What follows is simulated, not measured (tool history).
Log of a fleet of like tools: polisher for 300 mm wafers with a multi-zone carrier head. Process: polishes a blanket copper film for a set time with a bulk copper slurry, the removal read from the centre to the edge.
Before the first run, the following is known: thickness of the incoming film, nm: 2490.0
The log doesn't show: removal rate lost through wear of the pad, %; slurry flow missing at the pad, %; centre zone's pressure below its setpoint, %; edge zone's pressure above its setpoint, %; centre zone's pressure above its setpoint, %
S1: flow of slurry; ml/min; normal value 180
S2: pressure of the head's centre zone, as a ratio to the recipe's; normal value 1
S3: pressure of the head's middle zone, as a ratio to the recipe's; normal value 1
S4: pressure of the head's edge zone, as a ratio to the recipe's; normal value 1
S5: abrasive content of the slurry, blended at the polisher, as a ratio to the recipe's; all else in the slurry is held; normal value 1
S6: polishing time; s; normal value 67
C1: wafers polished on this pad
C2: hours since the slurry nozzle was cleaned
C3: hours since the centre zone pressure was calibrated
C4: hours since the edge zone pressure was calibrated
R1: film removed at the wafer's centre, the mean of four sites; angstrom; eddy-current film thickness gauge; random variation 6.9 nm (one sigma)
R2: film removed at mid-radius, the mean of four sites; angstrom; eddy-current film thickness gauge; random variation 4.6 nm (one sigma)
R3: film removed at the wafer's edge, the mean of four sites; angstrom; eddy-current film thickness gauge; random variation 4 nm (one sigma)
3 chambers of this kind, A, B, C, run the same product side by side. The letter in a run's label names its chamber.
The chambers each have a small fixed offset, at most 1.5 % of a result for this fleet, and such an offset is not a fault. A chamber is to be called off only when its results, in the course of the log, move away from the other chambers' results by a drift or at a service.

| run | hour | S1 | S2 | S3 | S4 | S5 | S6 | C1 | C2 | C3 | C4 | R1 | R2 | R3 |
|---|---|---|---|---|---|---|---|---|---|---|---|---|---|---|
| 1A | 7.4 | 180 | 1 | 1 | 1 | 1 | 67 | 434 | 534 | 211.3 | 593.9 | 6132.5 | 6127.1 | 6070.6 |
| 2C | 15.2 | 180 | 1 | 1 | 1 | 1 | 67 | 157 | 67.6 | 68.5 | 324.7 | 6018.7 | 6044.6 | 6052.6 |
| 3B | 24 | 180 | 1 | 1 | 1 | 1 | 67 | 521 | 532 | 1011.5 | 83.8 | 6107.8 | 6027.3 | 6014 |
| 4C | 37.4 | 180 | 1 | 1 | 1 | 1 | 67 | 326 | 89.8 | 90.7 | 346.9 | 6075.4 | 6126 | 6006 |
| 5B | 50.3 | 180 | 1 | 1 | 1 | 1 | 67 | 721 | 558.3 | 1037.8 | 110.1 | 6028 | 6062.1 | 6084 |
| 6A | 57.5 | 180 | 1 | 1 | 1 | 1 | 67 | 815 | 584.1 | 261.4 | 644 | 5843.5 | 6002.5 | 6144.4 |
| 7B | 68.1 | 180 | 1 | 1 | 1 | 1 | 67 | 856 | 576.1 | 1055.6 | 127.9 | 6101.3 | 5979.9 | 6138.2 |
| 8C | 81.2 | 180 | 1 | 1 | 1 | 1 | 67 | 659 | 133.6 | 134.5 | 390.7 | 6058.7 | 6145.4 | 6005.4 |
|  | 83.2 | chamber A: worn pad replaced by a new one |
|  | 83.4 | chamber C: worn pad replaced by a new one |
| 9A | 93.4 | 180 | 1 | 1 | 1 | 1 | 67 | 77 | 620 | 297.3 | 679.9 | 5813.6 | 6088.9 | 6102.6 |
|  | 95.6 | chamber B: worn pad replaced by a new one |
| 10B | 108.3 | 180 | 1 | 1 | 1 | 1 | 67 | 97 | 616.3 | 1095.8 | 168.1 | 5949.1 | 6065.9 | 6066.4 |
| 11C | 120.4 | 180 | 1 | 1 | 1 | 1 | 67 | 281 | 172.8 | 173.7 | 429.9 | 6079.1 | 6083.9 | 6091.6 |
| 12A | 128.1 | 180 | 1 | 1 | 1 | 1 | 67 | 341 | 654.7 | 332 | 714.6 | 5701.4 | 5961.4 | 6103 |
| 13B | 142.1 | 180 | 1 | 1 | 1 | 1 | 67 | 354 | 650.1 | 1129.6 | 201.9 | 6006.6 | 6097.9 | 6106.8 |
| 14A | 157.7 | 180 | 1 | 1 | 1 | 1 | 67 | 567 | 684.3 | 361.6 | 744.2 | 5673.6 | 6011.3 | 6137.9 |
|  | 158 | chamber A: slurry nozzle cleaned |
| 15C | 171.5 | 180 | 1 | 1 | 1 | 1 | 67 | 670 | 223.9 | 224.8 | 481 | 6036 | 6095 | 6071 |
| 16B | 179.1 | 180 | 1 | 1 | 1 | 1 | 67 | 635 | 687.1 | 1166.6 | 238.9 | 6017 | 6087.9 | 6072.9 |
|  | 185.7 | chamber C: worn pad replaced by a new one |
| 17C | 188.1 | 180 | 1 | 1 | 1 | 1 | 67 | 18 | 240.5 | 241.4 | 497.6 | 5939.3 | 6079.6 | 6129.4 |
|  | 192.8 | chamber A: worn pad replaced by a new one |
| 18A | 196.4 | 180 | 1 | 1 | 1 | 1 | 67 | 27 | 38.5 | 400.3 | 782.9 | 5613.9 | 6039.7 | 6188.5 |
|  | 199.6 | chamber C: edge zone pressure recalibrated |
| 19C | 205.8 | 180 | 1 | 0.9 | 1 | 1.25 | 67 | 153 | 258.2 | 259.1 | 6.3 | 6204.8 | 5814.3 | 6334.8 |
| 20B | 218 | 180 | 1 | 0.9 | 1 | 1.25 | 67 | 931 | 726 | 1205.5 | 277.8 | 6456 | 5754.7 | 6401 |
|  | 222.9 | chamber B: centre zone pressure recalibrated |
| 21A | 232.7 | 180 | 1 | 0.9 | 1 | 1.25 | 67 | 303 | 74.8 | 436.6 | 819.2 | 5606.2 | 5782.3 | 6409.1 |
| 22B | 245.6 | 180 | 1 | 1 | 1 | 1 | 67 | 1141 | 753.6 | 22.8 | 305.4 | 6138.7 | 6098.1 | 6130.7 |
| 23C | 258.3 | 180 | 1 | 1 | 1 | 1 | 67 | 553 | 310.7 | 311.6 | 58.8 | 6084.1 | 6137.3 | 6075.4 |

Predict what each chamber gives when all 3 of them run the settings below next.
| 24A | 270.1 | 180 | 1 | 1 | 1 | 1 | 85 |  |  |  |  | ? | ? | ? |
| 24B | 270.1 | 180 | 1 | 1 | 1 | 1 | 85 |  |  |  |  | ? | ? | ? |
| 24C | 270.1 | 180 | 1 | 1 | 1 | 1 | 85 |  |  |  |  | ? | ? | ? |

| run | R1 | R2 | R3 |
|---|---|---|---|
| 24A | 6827.1 | 7697.9 | 7788.8 |
| 24B | 7675.1 | 7642 | 7644 |
| 24C | 7483.5 | 7684.6 | 7687.3 |
